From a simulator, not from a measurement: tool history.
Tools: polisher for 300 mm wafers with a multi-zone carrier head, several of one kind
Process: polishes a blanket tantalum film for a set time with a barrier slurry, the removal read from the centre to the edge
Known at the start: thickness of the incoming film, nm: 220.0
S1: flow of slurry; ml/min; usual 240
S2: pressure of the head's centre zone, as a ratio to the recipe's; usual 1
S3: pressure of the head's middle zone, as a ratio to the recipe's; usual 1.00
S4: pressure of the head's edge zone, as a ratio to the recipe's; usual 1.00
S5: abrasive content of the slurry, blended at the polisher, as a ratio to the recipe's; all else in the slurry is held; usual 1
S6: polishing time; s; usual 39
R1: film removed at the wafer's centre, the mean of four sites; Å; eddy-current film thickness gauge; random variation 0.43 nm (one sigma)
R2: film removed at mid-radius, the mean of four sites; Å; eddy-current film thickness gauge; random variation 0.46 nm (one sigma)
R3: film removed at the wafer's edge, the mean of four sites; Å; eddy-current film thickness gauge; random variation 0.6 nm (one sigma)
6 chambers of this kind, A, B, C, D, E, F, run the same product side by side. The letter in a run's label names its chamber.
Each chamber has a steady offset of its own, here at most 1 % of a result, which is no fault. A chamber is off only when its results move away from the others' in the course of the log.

run,day,S1,S2,S3,S4,S5,S6,R1,R2,R3
1B,0.138,240,1,1.00,1.00,1,39,418.81,423.88,413.96
2D,0.242,240,1,1.00,1.00,1,39,419.54,416.37,428.15
# day 0.379: chamber A: worn pad replaced by a new one
3C,0.392,240,1,1.00,1.00,1,39,411.66,419.70,420.51
4F,0.554,240,1,1.00,1.00,1,39,419.43,416.17,418.32
5E,0.758,240,1,1.00,1.00,1,39,413.06,406.77,414.94
# day 0.917: chamber B: worn pad replaced by a new one
# day 0.921: chamber E: slurry nozzle cleaned
# day 0.925: chamber A: slurry nozzle cleaned
6A,0.946,240,1,1.00,1.00,1,39,417.63,417.58,420.19
7C,1.038,240,1,1.00,1.00,1,39,423.70,414.18,416.42
8D,1.138,240,1,1.00,1.00,1,39,420.11,415.93,416.37
9B,1.342,240,1,1.00,0.88,1,39,418.01,418.29,389.28
10F,1.533,240,1,1.00,0.88,1,39,418.73,417.06,399.91
# day 1.625: chamber E: worn pad replaced by a new one
11A,1.742,240,1,1.00,0.88,1,39,416.14,415.61,385.97
12E,1.875,240,1,1.00,0.88,1,39,416.02,420.56,391.75
13B,1.996,240,1,1.00,0.88,1,39,420.75,422.58,387.35
14E,2.208,240,1,1.00,0.88,1,39,426.23,422.34,388.80
15A,2.388,240,1,1.00,1.00,1,39,416.39,422.61,417.99
# day 2.438: chamber D: slurry nozzle cleaned
# day 2.496: chamber B: slurry nozzle cleaned
16D,2.596,240,1,1.00,1.00,1,39,410.58,413.30,425.29
17C,2.792,240,1,1.00,1.00,1,39,421.05,428.07,417.62
# day 2.950: chamber F: worn pad replaced by a new one
18F,2.983,240,1,1.00,1.00,1,39,413.14,419.25,414.94
# day 2.996: chamber C: worn pad replaced by a new one
19B,3.117,240,1,0.92,1.00,1,39,429.60,391.00,416.15
# day 3.121: chamber A: worn pad replaced by a new one
# day 3.254: chamber D: worn pad replaced by a new one
20A,3.296,240,1,0.92,1.00,1,39,413.95,386.31,405.04
21E,3.479,240,1,0.92,1.00,1,39,416.67,388.71,404.06
22C,3.617,240,1,0.92,1.00,1,39,410.02,387.50,421.79
# day 3.625: chamber B: worn pad replaced by a new one
23D,3.788,240,1,0.92,1.00,1,39,411.67,389.65,426.47
# day 3.825: chamber E: worn pad replaced by a new one
24F,3.988,240,1,0.92,1.00,1,39,404.86,392.54,422.26
25F,4.104,240,1,1.00,1.00,1,39,419.02,416.87,415.83
26B,4.258,240,1,0.90,1.00,1,49,545.28,478.58,527.93
27C,4.400,240,1,0.90,1.00,1,49,528.13,480.48,531.07
28D,4.529,240,1,0.90,1.00,1,49,518.66,481.42,514.21
29A,4.721,240,1,0.90,1.00,1,49,527.89,480.50,526.10
30E,4.933,240,1,0.90,1.00,1,49,521.00,468.77,512.10
31E,5.088,240,1,0.90,1.00,1,49,511.13,472.50,512.60
32C,5.229,240,1,1.00,1.00,1,39,412.40,415.61,420.67
# day 5.333: chamber A: worn pad replaced by a new one
33B,5.421,240,1,0.95,1.00,1,39,444.95,400.21,418.19
# day 5.608: chamber E: worn pad replaced by a new one
34F,5.621,240,1,0.95,1.00,1,39,409.43,396.73,414.13
35D,5.733,240,1,0.95,1.00,1,39,423.95,402.05,419.25
36A,5.908,240,1,0.95,1.00,1,39,421.06,399.12,416.61
37B,6.004,240,1,0.95,1.00,1,39,447.74,404.61,409.18
38F,6.208,240,1,0.95,1.00,1,39,414.97,399.06,406.08
39E,6.383,240,1,1.00,1.00,1,39,419.45,421.05,412.10
40A,6.479,240,1,1.00,1.00,1,39,424.44,414.52,414.53

What goes on in this fleet: one chamber off, a drifting gauge, or nothing beyond the chambers' own small offsets? Name the chamber and the cause, if any.

Chamber B drifts away from the others.
Cause: centre zone's pressure above its setpoint, % = 8.07.

Here are 4 candidates for chamber B's next run, each the usual settings with a change, their results left as question marks. Which one brings its results back in line with what the others give on the usual settings?
In line means no further than this from the other chambers' mean on the usual settings: R1 15.00 Å; R2 16.00 Å; R3 21.00 Å
41B-1,6.629,235,0.93,1.01,1.03,1,38,?,?,?
41B-2,6.629,250,1.15,0.97,0.95,1,41,?,?,?
41B-3,6.629,245,1.07,0.99,0.97,1,40,?,?,?
41B-4,6.629,230,0.85,1.02,1.06,1,38,?,?,?

The other chambers' mean on the usual settings: R1 415.61 Å; R2 416.85 Å; R3 416.93 Å
run,R1,R2,R3
41B-1,412.76,409.78,411.00
41B-2,563.22,428.58,427.52
41B-3,507.66,425.26,420.78
41B-4,373.44,412.61,416.54
41B-1 brings the chamber back in line.
